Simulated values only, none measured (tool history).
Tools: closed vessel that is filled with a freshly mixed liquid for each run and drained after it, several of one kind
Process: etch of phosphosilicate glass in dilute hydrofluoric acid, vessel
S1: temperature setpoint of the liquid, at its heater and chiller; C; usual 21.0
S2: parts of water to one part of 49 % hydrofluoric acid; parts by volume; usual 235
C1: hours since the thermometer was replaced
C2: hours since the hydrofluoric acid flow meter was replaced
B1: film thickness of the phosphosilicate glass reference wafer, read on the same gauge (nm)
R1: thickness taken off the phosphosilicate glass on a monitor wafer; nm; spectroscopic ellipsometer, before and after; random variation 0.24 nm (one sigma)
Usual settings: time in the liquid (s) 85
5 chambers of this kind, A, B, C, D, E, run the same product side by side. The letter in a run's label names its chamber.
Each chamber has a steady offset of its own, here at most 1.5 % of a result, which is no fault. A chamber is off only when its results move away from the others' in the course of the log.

run 1E hour=14.8 | S1=21.0 S2=235 time_in_the_liquid_(s)=85 | C1=216.1 C2=870.0 | B1=50.002 | R1=32.359
run 2A hour=27.1 | S1=21.0 S2=235 time_in_the_liquid_(s)=85 | C1=1196.4 C2=291.6 | B1=49.990 | R1=32.475
run 3D hour=37.3 | S1=21.0 S2=235 time_in_the_liquid_(s)=85 | C1=2464.2 C2=1183.1 | B1=49.997 | R1=32.257
-- hour=43.8 chamber D: thermometer replaced
run 4B hour=49.1 | S1=21.0 S2=235 time_in_the_liquid_(s)=85 | C1=939.1 C2=1082.9 | B1=49.994 | R1=32.024
run 5C hour=63.3 | S1=21.0 S2=235 time_in_the_liquid_(s)=85 | C1=437.7 C2=257.5 | B1=50.007 | R1=31.615
run 6A hour=77.0 | S1=21.0 S2=235 time_in_the_liquid_(s)=85 | C1=1246.3 C2=341.5 | B1=49.991 | R1=32.007
run 7D hour=84.1 | S1=21.0 S2=235 time_in_the_liquid_(s)=85 | C1=40.3 C2=1229.9 | B1=49.999 | R1=32.031
run 8C hour=97.2 | S1=21.0 S2=235 time_in_the_liquid_(s)=85 | C1=471.6 C2=291.4 | B1=50.006 | R1=31.174
run 9E hour=105.3 | S1=21.0 S2=235 time_in_the_liquid_(s)=85 | C1=306.6 C2=960.5 | B1=50.002 | R1=32.264
run 10B hour=118.7 | S1=21.0 S2=235 time_in_the_liquid_(s)=85 | C1=1008.7 C2=1152.5 | B1=49.997 | R1=31.790
run 11C hour=130.7 | S1=21.0 S2=235 time_in_the_liquid_(s)=85 | C1=505.1 C2=324.9 | B1=50.007 | R1=31.515
run 12E hour=140.8 | S1=21.0 S2=235 time_in_the_liquid_(s)=85 | C1=342.1 C2=996.0 | B1=49.989 | R1=32.334
run 13B hour=148.0 | S1=21.0 S2=235 time_in_the_liquid_(s)=85 | C1=1038.0 C2=1181.8 | B1=50.002 | R1=31.274
-- hour=149.4 chamber A: hydrofluoric acid flow meter replaced
run 14A hour=163.2 | S1=21.0 S2=235 time_in_the_liquid_(s)=85 | C1=1332.5 C2=13.8 | B1=49.984 | R1=32.226
-- hour=170.3 chamber E: hydrofluoric acid flow meter replaced
run 15D hour=172.1 | S1=21.0 S2=235 time_in_the_liquid_(s)=85 | C1=128.3 C2=1317.9 | B1=49.993 | R1=32.625
run 16B hour=185.6 | S1=21.0 S2=235 time_in_the_liquid_(s)=85 | C1=1075.6 C2=1219.4 | B1=50.003 | R1=31.335
run 17C hour=198.2 | S1=18.0 S2=235 time_in_the_liquid_(s)=85 | C1=572.6 C2=392.4 | B1=50.001 | R1=28.031
run 18D hour=207.6 | S1=18.0 S2=235 time_in_the_liquid_(s)=85 | C1=163.8 C2=1353.4 | B1=49.990 | R1=28.741
run 19A hour=222.3 | S1=18.0 S2=235 time_in_the_liquid_(s)=85 | C1=1391.6 C2=72.9 | B1=49.990 | R1=28.805
run 20E hour=232.3 | S1=18.0 S2=235 time_in_the_liquid_(s)=85 | C1=433.6 C2=62.0 | B1=50.004 | R1=28.498
run 21B hour=240.9 | S1=18.0 S2=235 time_in_the_liquid_(s)=85 | C1=1130.9 C2=1274.7 | B1=50.002 | R1=27.536
run 22E hour=253.9 | S1=21.0 S2=235 time_in_the_liquid_(s)=85 | C1=455.2 C2=83.6 | B1=50.004 | R1=31.691
run 23C hour=267.9 | S1=25.0 S2=235 time_in_the_liquid_(s)=50 | C1=642.3 C2=462.1 | B1=50.005 | R1=21.645
run 24A hour=281.7 | S1=25.0 S2=235 time_in_the_liquid_(s)=50 | C1=1451.0 C2=132.3 | B1=49.995 | R1=21.919
run 25D hour=288.9 | S1=25.0 S2=235 time_in_the_liquid_(s)=50 | C1=245.1 C2=1434.7 | B1=50.012 | R1=21.867
run 26E hour=296.5 | S1=25.0 S2=235 time_in_the_liquid_(s)=50 | C1=497.8 C2=126.2 | B1=49.999 | R1=21.751
run 27A hour=307.2 | S1=25.0 S2=235 time_in_the_liquid_(s)=50 | C1=1476.5 C2=157.8 | B1=50.016 | R1=21.842
run 28C hour=315.2 | S1=21.0 S2=235 time_in_the_liquid_(s)=85 | C1=689.6 C2=509.4 | B1=50.014 | R1=31.711
run 29D hour=327.5 | S1=21.0 S2=235 time_in_the_liquid_(s)=85 | C1=283.7 C2=1473.3 | B1=50.016 | R1=32.281
-- hour=330.4 chamber C: hydrofluoric acid flow meter replaced
run 30B hour=336.1 | S1=24.5 S2=315 time_in_the_liquid_(s)=85 | C1=1226.1 C2=1369.9 | B1=49.998 | R1=23.878
run 31A hour=346.0 | S1=24.5 S2=315 time_in_the_liquid_(s)=85 | C1=1515.3 C2=196.6 | B1=50.030 | R1=25.033
run 32C hour=352.6 | S1=24.5 S2=315 time_in_the_liquid_(s)=85 | C1=727.0 C2=22.3 | B1=50.026 | R1=24.413
run 33E hour=359.9 | S1=24.5 S2=315 time_in_the_liquid_(s)=85 | C1=561.2 C2=189.6 | B1=49.998 | R1=25.071
run 34B hour=369.7 | S1=24.5 S2=315 time_in_the_liquid_(s)=85 | C1=1259.7 C2=1403.5 | B1=49.992 | R1=24.005
run 35D hour=378.2 | S1=21.0 S2=235 time_in_the_liquid_(s)=85 | C1=334.4 C2=1524.0 | B1=49.995 | R1=32.374
run 36C hour=387.5 | S1=21.0 S2=235 time_in_the_liquid_(s)=85 | C1=761.9 C2=57.2 | B1=50.005 | R1=31.502

Is one chamber off against the others, does the gauge drift, or is nothing wrong? If a chamber is off, say which, and what the likeliest cause is.

Chamber B drifts away from the others.
Cause: liquid colder than its thermometer reads (K) = 1.74.
The log may not tell that from: hydrofluoric acid flow below the setpoint (%).

Here are 4 candidates for chamber B's next run, each the usual settings with a change, their results left as question marks. Which one brings its results back in line with what the others give on the usual settings?
In line means no further than this from the other chambers' mean on the usual settings: R1 0.840 nm
run 37B-1 hour=398.4 | S1=21.0 S2=235 time_in_the_liquid_(s)=90 | R1=?
run 37B-2 hour=398.4 | S1=21.5 S2=215 time_in_the_liquid_(s)=85 | R1=?
run 37B-3 hour=398.4 | S1=21.0 S2=250 time_in_the_liquid_(s)=85 | R1=?
run 37B-4 hour=398.4 | S1=21.0 S2=250 time_in_the_liquid_(s)=80 | R1=?

The other chambers' mean on the usual settings: R1 32.065 nm
run=37B-1 R1=31.704
run=37B-2 R1=34.018
run=37B-3 R1=27.755
run=37B-4 R1=26.122
37B-1 brings the chamber back in line.
